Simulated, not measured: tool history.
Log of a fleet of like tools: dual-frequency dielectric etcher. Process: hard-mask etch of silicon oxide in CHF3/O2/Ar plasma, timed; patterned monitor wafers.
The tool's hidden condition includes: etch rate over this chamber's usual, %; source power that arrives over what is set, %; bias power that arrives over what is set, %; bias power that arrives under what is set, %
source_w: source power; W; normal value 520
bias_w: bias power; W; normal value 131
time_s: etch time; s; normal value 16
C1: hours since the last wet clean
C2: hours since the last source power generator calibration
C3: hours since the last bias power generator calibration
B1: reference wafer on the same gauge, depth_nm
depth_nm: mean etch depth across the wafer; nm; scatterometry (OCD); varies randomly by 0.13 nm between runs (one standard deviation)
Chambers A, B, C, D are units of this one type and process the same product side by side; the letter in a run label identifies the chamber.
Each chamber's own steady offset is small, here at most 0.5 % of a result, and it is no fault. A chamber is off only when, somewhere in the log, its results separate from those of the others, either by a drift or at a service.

At day 0.204: chamber C: wet clean of the chamber.
Run 1C, day 0.25: usual settings; C1 1.1; C2 468.4; C3 674.1; B1 27.682. Result: depth_nm 26.756 nm.
Run 2A, day 0.442: usual settings; C1 468.3; C2 565; C3 1030.8; B1 27.719. Result: depth_nm 27.053 nm.
At day 0.462: chamber B: bias power generator calibrated.
Run 3B, day 0.633: usual settings; C1 539.6; C2 685.3; C3 4.2; B1 27.697. Result: depth_nm 26.648 nm.
Run 4D, day 0.783: usual settings; C1 96.1; C2 4268.9; C3 1568.6; B1 27.703. Result: depth_nm 26.685 nm.
Run 5B, day 0.975: usual settings; C1 547.8; C2 693.5; C3 12.4; B1 27.685. Result: depth_nm 27.277 nm.
Run 6A, day 1.167: usual settings; C1 485.7; C2 582.4; C3 1048.2; B1 27.701. Result: depth_nm 27.125 nm.
At day 1.217: chamber B: wet clean of the chamber.
Run 7C, day 1.404: usual settings; C1 28.8; C2 496.1; C3 701.8; B1 27.745. Result: depth_nm 26.955 nm.
Run 8D, day 1.679: usual settings; C1 117.6; C2 4290.4; C3 1590.1; B1 27.652. Result: depth_nm 26.924 nm.
Run 9A, day 1.862: usual settings; C1 502.4; C2 599.1; C3 1064.9; B1 27.706. Result: depth_nm 26.962 nm.
Run 10B, day 1.988: usual settings but source_w 420 W; C1 18.6; C2 717.8; C3 36.7; B1 27.697. Result: depth_nm 24.785 nm.
Run 11C, day 2.154: usual settings but source_w 420 W; C1 46.8; C2 514.1; C3 719.8; B1 27.722. Result: depth_nm 24.763 nm.
Run 12D, day 2.412: usual settings but source_w 420 W; C1 135.2; C2 4308; C3 1607.7; B1 27.737. Result: depth_nm 24.689 nm.
Run 13B, day 2.688: usual settings but source_w 420 W; C1 35.4; C2 734.6; C3 53.5; B1 27.69. Result: depth_nm 24.818 nm.
Run 14A, day 2.921: usual settings; C1 527.8; C2 624.5; C3 1090.3; B1 27.696. Result: depth_nm 27.012 nm.
At day 3.058: chamber A: wet clean of the chamber.
Run 15C, day 3.133: usual settings; C1 70.3; C2 537.6; C3 743.3; B1 27.707. Result: depth_nm 26.853 nm.
Run 16D, day 3.271: usual settings but bias_w 152 W; C1 155.8; C2 4328.6; C3 1628.3; B1 27.7. Result: depth_nm 27.97 nm.
Run 17B, day 3.533: usual settings but bias_w 152 W; C1 55.7; C2 754.9; C3 73.8; B1 27.672. Result: depth_nm 28.089 nm.
Run 18A, day 3.771: usual settings but bias_w 152 W; C1 17.1; C2 644.9; C3 1110.7; B1 27.673. Result: depth_nm 29.385 nm.
Run 19D, day 3.921: usual settings but bias_w 152 W; C1 171.4; C2 4344.2; C3 1643.9; B1 27.701. Result: depth_nm 28.244 nm.
Run 20C, day 4.054: usual settings; C1 92.4; C2 559.7; C3 765.4; B1 27.699. Result: depth_nm 27.049 nm.
Run 21A, day 4.275: usual settings; C1 29.2; C2 657; C3 1122.8; B1 27.687. Result: depth_nm 28.282 nm.
Run 22C, day 4.408: usual settings; C1 100.9; C2 568.2; C3 773.9; B1 27.725. Result: depth_nm 26.994 nm.
Run 23B, day 4.538: usual settings; C1 79.8; C2 779; C3 97.9; B1 27.713. Result: depth_nm 26.987 nm.
Run 24D, day 4.662: usual settings; C1 189.2; C2 4362; C3 1661.7; B1 27.691. Result: depth_nm 26.889 nm.
Run 25B, day 4.796: usual settings; C1 86; C2 785.2; C3 104.1; B1 27.697. Result: depth_nm 27.085 nm.
Run 26C, day 4.946: usual settings; C1 113.8; C2 581.1; C3 786.8; B1 27.707. Result: depth_nm 26.867 nm.
Run 27D, day 5.183: usual settings but source_w 570 W; C1 201.7; C2 4374.5; C3 1674.2; B1 27.715. Result: depth_nm 27.741 nm.
Run 28A, day 5.396: usual settings but source_w 570 W; C1 56.1; C2 683.9; C3 1149.7; B1 27.708. Result: depth_nm 29.107 nm.

All chambers now run identical settings, listed one chamber a line with results as question marks. What results will each chamber show?
Run 29A, day 5.6: usual settings. Result: depth_nm ?.
Run 29B, day 5.6: usual settings. Result: depth_nm ?.
Run 29C, day 5.6: usual settings. Result: depth_nm ?.
Run 29D, day 5.6: usual settings. Result: depth_nm ?.

run  depth_nm
29A    27.959
29B    26.849
29C    26.852
29D    26.624

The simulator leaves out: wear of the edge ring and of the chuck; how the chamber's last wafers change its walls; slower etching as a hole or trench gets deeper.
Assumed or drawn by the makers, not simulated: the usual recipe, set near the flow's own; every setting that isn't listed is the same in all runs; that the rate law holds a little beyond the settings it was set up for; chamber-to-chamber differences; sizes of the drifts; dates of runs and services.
